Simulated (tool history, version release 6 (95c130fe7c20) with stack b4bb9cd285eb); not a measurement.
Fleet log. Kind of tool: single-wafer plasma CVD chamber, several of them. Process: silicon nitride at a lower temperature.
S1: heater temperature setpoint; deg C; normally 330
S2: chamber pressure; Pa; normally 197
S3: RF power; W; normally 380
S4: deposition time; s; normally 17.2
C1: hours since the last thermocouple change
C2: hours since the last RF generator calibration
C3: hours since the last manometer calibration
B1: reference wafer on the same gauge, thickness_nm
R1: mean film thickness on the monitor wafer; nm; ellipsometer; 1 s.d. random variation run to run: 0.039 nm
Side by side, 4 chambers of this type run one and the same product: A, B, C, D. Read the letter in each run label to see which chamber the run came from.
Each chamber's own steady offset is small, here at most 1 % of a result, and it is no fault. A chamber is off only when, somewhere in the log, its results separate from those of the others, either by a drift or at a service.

{"run": "1C", "hour": 2.9, "S1": 330, "S2": 197, "S3": 380, "S4": 17.2, "C1": 476.4, "C2": 1342.0, "C3": 1091.7, "B1": 19.797, "R1": 23.369}
{"run": "2D", "hour": 7.8, "S1": 330, "S2": 197, "S3": 380, "S4": 17.2, "C1": 1585.0, "C2": 56.7, "C3": 969.7, "B1": 19.793, "R1": 23.22}
{"run": "3A", "hour": 12.5, "S1": 330, "S2": 197, "S3": 380, "S4": 17.2, "C1": 1624.4, "C2": 1283.3, "C3": 232.3, "B1": 19.793, "R1": 23.205}
{"run": "4B", "hour": 17.4, "S1": 330, "S2": 197, "S3": 380, "S4": 17.2, "C1": 622.1, "C2": 1936.4, "C3": 589.1, "B1": 19.784, "R1": 23.179}
{"run": "5A", "hour": 22.2, "S1": 330, "S2": 197, "S3": 380, "S4": 17.2, "C1": 1634.1, "C2": 1293.0, "C3": 242.0, "B1": 19.777, "R1": 23.242}
{"run": "6B", "hour": 27.2, "S1": 324, "S2": 197, "S3": 380, "S4": 17.2, "C1": 631.9, "C2": 1946.2, "C3": 598.9, "B1": 19.779, "R1": 23.216}
{"run": "7D", "hour": 31.9, "S1": 324, "S2": 197, "S3": 380, "S4": 17.2, "C1": 1609.1, "C2": 80.8, "C3": 993.8, "B1": 19.766, "R1": 23.163}
{"run": "8C", "hour": 34.2, "S1": 324, "S2": 197, "S3": 380, "S4": 17.2, "C1": 507.7, "C2": 1373.3, "C3": 1123.0, "B1": 19.768, "R1": 23.311}
{"run": "9C", "hour": 37.8, "S1": 324, "S2": 197, "S3": 380, "S4": 17.2, "C1": 511.3, "C2": 1376.9, "C3": 1126.6, "B1": 19.775, "R1": 23.364}
{"run": "10A", "hour": 40.6, "S1": 330, "S2": 197, "S3": 380, "S4": 17.2, "C1": 1652.5, "C2": 1311.4, "C3": 260.4, "B1": 19.752, "R1": 23.218}
{"run": "11B", "hour": 45.7, "S1": 323, "S2": 197, "S3": 380, "S4": 14.9, "C1": 650.4, "C2": 1964.7, "C3": 617.4, "B1": 19.753, "R1": 20.104}
{"run": "12D", "hour": 48.3, "S1": 323, "S2": 197, "S3": 380, "S4": 14.9, "C1": 1625.5, "C2": 97.2, "C3": 1010.2, "B1": 19.754, "R1": 20.142}
{"run": "13D", "hour": 51.2, "S1": 323, "S2": 197, "S3": 380, "S4": 14.9, "C1": 1628.4, "C2": 100.1, "C3": 1013.1, "B1": 19.742, "R1": 20.147}
{"run": "14C", "hour": 56.5, "S1": 323, "S2": 197, "S3": 380, "S4": 14.9, "C1": 530.0, "C2": 1395.6, "C3": 1145.3, "B1": 19.74, "R1": 20.257}
{"run": "15A", "hour": 61.3, "S1": 330, "S2": 197, "S3": 380, "S4": 17.2, "C1": 1673.2, "C2": 1332.1, "C3": 281.1, "B1": 19.742, "R1": 23.26}
{"run": "16B", "hour": 66.2, "S1": 330, "S2": 197, "S3": 380, "S4": 17.2, "C1": 670.9, "C2": 1985.2, "C3": 637.9, "B1": 19.735, "R1": 23.054}
{"run": "17D", "hour": 70.1, "S1": 330, "S2": 197, "S3": 380, "S4": 17.2, "C1": 1647.3, "C2": 119.0, "C3": 1032.0, "B1": 19.735, "R1": 23.123}
{"run": "18A", "hour": 74.0, "S1": 330, "S2": 197, "S3": 380, "S4": 17.2, "C1": 1685.9, "C2": 1344.8, "C3": 293.8, "B1": 19.72, "R1": 23.158}
{"run": "19C", "hour": 76.6, "S1": 330, "S2": 197, "S3": 380, "S4": 17.2, "C1": 550.1, "C2": 1415.7, "C3": 1165.4, "B1": 19.728, "R1": 23.248}
{"run": "20B", "hour": 79.0, "S1": 330, "S2": 197, "S3": 380, "S4": 17.2, "C1": 683.7, "C2": 1998.0, "C3": 650.7, "B1": 19.726, "R1": 23.065}
{"run": "21C", "hour": 82.0, "S1": 330, "S2": 197, "S3": 380, "S4": 17.2, "C1": 555.5, "C2": 1421.1, "C3": 1170.8, "B1": 19.716, "R1": 23.343}
{"run": "22D", "hour": 86.7, "S1": 330, "S2": 197, "S3": 380, "S4": 17.2, "C1": 1663.9, "C2": 135.6, "C3": 1048.6, "B1": 19.711, "R1": 23.182}
{"run": "23B", "hour": 89.1, "S1": 330, "S2": 197, "S3": 380, "S4": 17.2, "C1": 693.8, "C2": 2008.1, "C3": 660.8, "B1": 19.71, "R1": 23.099}
{"run": "24A", "hour": 92.5, "S1": 330, "S2": 197, "S3": 380, "S4": 17.2, "C1": 1704.4, "C2": 1363.3, "C3": 312.3, "B1": 19.7, "R1": 23.149}
{"run": "25A", "hour": 96.6, "S1": 330, "S2": 197, "S3": 380, "S4": 17.2, "C1": 1708.5, "C2": 1367.4, "C3": 316.4, "B1": 19.709, "R1": 23.124}
{"run": "26C", "hour": 101.7, "S1": 330, "S2": 197, "S3": 380, "S4": 17.2, "C1": 575.2, "C2": 1440.8, "C3": 1190.5, "B1": 19.705, "R1": 23.257}
{"run": "27B", "hour": 106.3, "S1": 330, "S2": 197, "S3": 380, "S4": 17.2, "C1": 711.0, "C2": 2025.3, "C3": 678.0, "B1": 19.689, "R1": 23.061}
{"run": "28D", "hour": 110.4, "S1": 330, "S2": 197, "S3": 440, "S4": 17.2, "C1": 1687.6, "C2": 159.3, "C3": 1072.3, "B1": 19.682, "R1": 25.158}
{"run": "29A", "hour": 114.4, "S1": 330, "S2": 197, "S3": 440, "S4": 17.2, "C1": 1726.3, "C2": 1385.2, "C3": 334.2, "B1": 19.696, "R1": 25.256}
{"run": "30B", "hour": 118.6, "S1": 330, "S2": 197, "S3": 440, "S4": 17.2, "C1": 723.3, "C2": 2037.6, "C3": 690.3, "B1": 19.683, "R1": 25.151}
{"run": "31D", "hour": 122.5, "S1": 330, "S2": 197, "S3": 440, "S4": 17.2, "C1": 1699.7, "C2": 171.4, "C3": 1084.4, "B1": 19.683, "R1": 25.227}
{"run": "32C", "hour": 125.4, "S1": 330, "S2": 197, "S3": 380, "S4": 17.2, "C1": 598.9, "C2": 1464.5, "C3": 1214.2, "B1": 19.675, "R1": 23.248}
{"run": "33A", "hour": 130.1, "S1": 330, "S2": 197, "S3": 380, "S4": 17.2, "C1": 1742.0, "C2": 1400.9, "C3": 349.9, "B1": 19.674, "R1": 23.108}
{"run": "34C", "hour": 134.0, "S1": 330, "S2": 197, "S3": 380, "S4": 17.2, "C1": 607.5, "C2": 1473.1, "C3": 1222.8, "B1": 19.661, "R1": 23.231}

Next, all 4 chambers run the settings below, one line each with question marks for the results. What does each chamber give?
{"run": "35A", "hour": 137.7, "S1": 330, "S2": 197, "S3": 380, "S4": 17.2, "R1": "?"}
{"run": "35B", "hour": 137.7, "S1": 330, "S2": 197, "S3": 380, "S4": 17.2, "R1": "?"}
{"run": "35C", "hour": 137.7, "S1": 330, "S2": 197, "S3": 380, "S4": 17.2, "R1": "?"}
{"run": "35D", "hour": 137.7, "S1": 330, "S2": 197, "S3": 380, "S4": 17.2, "R1": "?"}

run=35A R1=23.150
run=35B R1=23.014
run=35C R1=23.199
run=35D R1=23.131
